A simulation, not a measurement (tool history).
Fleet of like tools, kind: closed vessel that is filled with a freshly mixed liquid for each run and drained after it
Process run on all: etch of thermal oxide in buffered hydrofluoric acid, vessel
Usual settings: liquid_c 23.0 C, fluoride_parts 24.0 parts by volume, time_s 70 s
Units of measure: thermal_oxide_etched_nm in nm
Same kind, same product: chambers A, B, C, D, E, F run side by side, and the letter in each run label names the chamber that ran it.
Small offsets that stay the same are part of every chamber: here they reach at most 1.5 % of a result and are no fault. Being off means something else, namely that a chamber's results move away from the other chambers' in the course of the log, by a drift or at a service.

run   hour  liquid_c  fluoride_parts  time_s  hours since the thermometer was replaced  hours since the hydrofluoric acid flow meter was replaced  read-back film thickness of the thermal oxide reference wafer, read on the same gauge (nm)  thermal_oxide_etched_nm
       4.3  -- chamber B: hydrofluoric acid flow meter replaced
 1B    7.3      23.0            24.0      70                                     416.6                                                        3.0                                                                                      140.00                   32.102
 2D   13.7      23.0            24.0      70                                    1140.1                                                     1492.9                                                                                      140.01                   31.941
 3C   18.2      23.0            24.0      70                                      24.4                                                      731.2                                                                                      140.00                   32.143
 4E   26.1      23.0            24.0      70                                    1995.6                                                      221.3                                                                                      140.03                   32.072
 5A   34.4      23.0            24.0      70                                     864.3                                                      509.2                                                                                      140.00                   32.694
 6F   40.9      23.0            24.0      70                                      96.3                                                      257.1                                                                                      139.99                   32.487
 7E   45.4      23.0            24.0      70                                    2014.9                                                      240.6                                                                                      140.01                   32.053
 8D   52.7      23.0            24.0      70                                    1179.1                                                     1531.9                                                                                      140.01                   32.254
 9B   60.5      23.0            24.0      70                                     469.8                                                       56.2                                                                                      140.00                   31.874
10F   69.8      23.0            24.0      70                                     125.2                                                      286.0                                                                                      140.00                   32.383
11C   75.6      23.0            24.0      70                                      81.8                                                      788.6                                                                                      140.00                   32.424
12A   80.0      23.0            24.0      70                                     909.9                                                      554.8                                                                                      139.99                   32.566
13F   89.5      23.0            24.0      70                                     144.9                                                      305.7                                                                                      140.02                   32.461
14D   96.2      23.0            24.0      70                                    1222.6                                                     1575.4                                                                                      140.00                   32.504
15E  102.7      23.0            24.0      70                                    2072.2                                                      297.9                                                                                      140.00                   31.876
16A  109.5      23.0            27.5      70                                     939.4                                                      584.3                                                                                      139.99                   29.799
17C  117.3      23.0            27.5      70                                     123.5                                                      830.3                                                                                      139.99                   29.370
18B  122.0      23.0            27.5      70                                     531.3                                                      117.7                                                                                      140.02                   29.359
19D  129.1      23.0            27.5      70                                    1255.5                                                     1608.3                                                                                      140.01                   29.173
     133.3  -- chamber D: hydrofluoric acid flow meter replaced
20F  138.6      23.0            27.5      70                                     194.0                                                      354.8                                                                                      140.01                   29.292
     145.1  -- chamber F: hydrofluoric acid flow meter replaced
21A  147.7      23.0            27.5      70                                     977.6                                                      622.5                                                                                      140.02                   29.647
22C  155.6      27.5            15.5      70                                     161.8                                                      868.6                                                                                      140.01                   59.816
23B  161.4      27.5            15.5      70                                     570.7                                                      157.1                                                                                      140.01                   59.771
24E  168.9      27.5            15.5      70                                    2138.4                                                      364.1                                                                                      140.00                   61.066
25B  173.7      27.5            15.5      70                                     583.0                                                      169.4                                                                                      139.99                   59.922
26D  179.6      27.5            15.5      70                                    1306.0                                                       46.4                                                                                      140.02                   58.426
27F  186.1      27.5            15.5      70                                     241.5                                                       41.1                                                                                      139.99                   60.565
28C  195.3      21.0            24.0      70                                     201.5                                                      908.3                                                                                      140.02                   28.907
29A  204.5      21.0            24.0      70                                    1034.4                                                      679.3                                                                                      140.00                   29.261
30E  208.8      21.0            24.0      70                                    2178.3                                                      404.0                                                                                      139.99                   28.436
31F  217.0      21.0            24.0      70                                     272.4                                                       72.0                                                                                      140.00                   29.418
32B  224.6      21.0            24.0      70                                     633.9                                                      220.3                                                                                      140.00                   28.893
33D  229.0      21.0            24.0      70                                    1355.4                                                       95.8                                                                                      140.00                   28.012
34C  235.0      23.0            24.0      70                                     241.2                                                      948.0                                                                                      139.98                   32.173
35A  240.5      23.0            24.0      70                                    1070.4                                                      715.3                                                                                      140.00                   32.445
36E  247.6      23.0            24.0      70                                    2217.1                                                      442.8                                                                                      140.02                   32.084

One chamber off, gauge drift, or nothing amiss beyond the chambers' own small offsets? If it is a chamber, which one, and what is the likeliest cause?

One chamber, D, drifts off from the rest bit by bit.
Likeliest cause: liquid colder than its thermometer reads (K) = 0.777.

Which of the 4 candidates below, each the usual settings with something changed and its results left as question marks, puts chamber D back in line with what the other chambers give on the usual settings?
In-line tolerance around the mean of the other chambers on the usual settings: thermal_oxide_etched_nm 0.580 nm
37D-1  254.5      23.5            23.5      70                                                                                                                                                                                                                         ?
37D-2  254.5      23.0            25.5      70                                                                                                                                                                                                                         ?
37D-3  254.5      23.0            24.5      65                                                                                                                                                                                                                         ?
37D-4  254.5      23.5            24.0      75                                                                                                                                                                                                                         ?

Other chambers, usual settings, mean: thermal_oxide_etched_nm 32.300 nm
  run  thermal_oxide_etched_nm
37D-1                   32.208
37D-2                   29.587
37D-3                   28.247
37D-4                   34.009
37D-1 brings the chamber back in line.
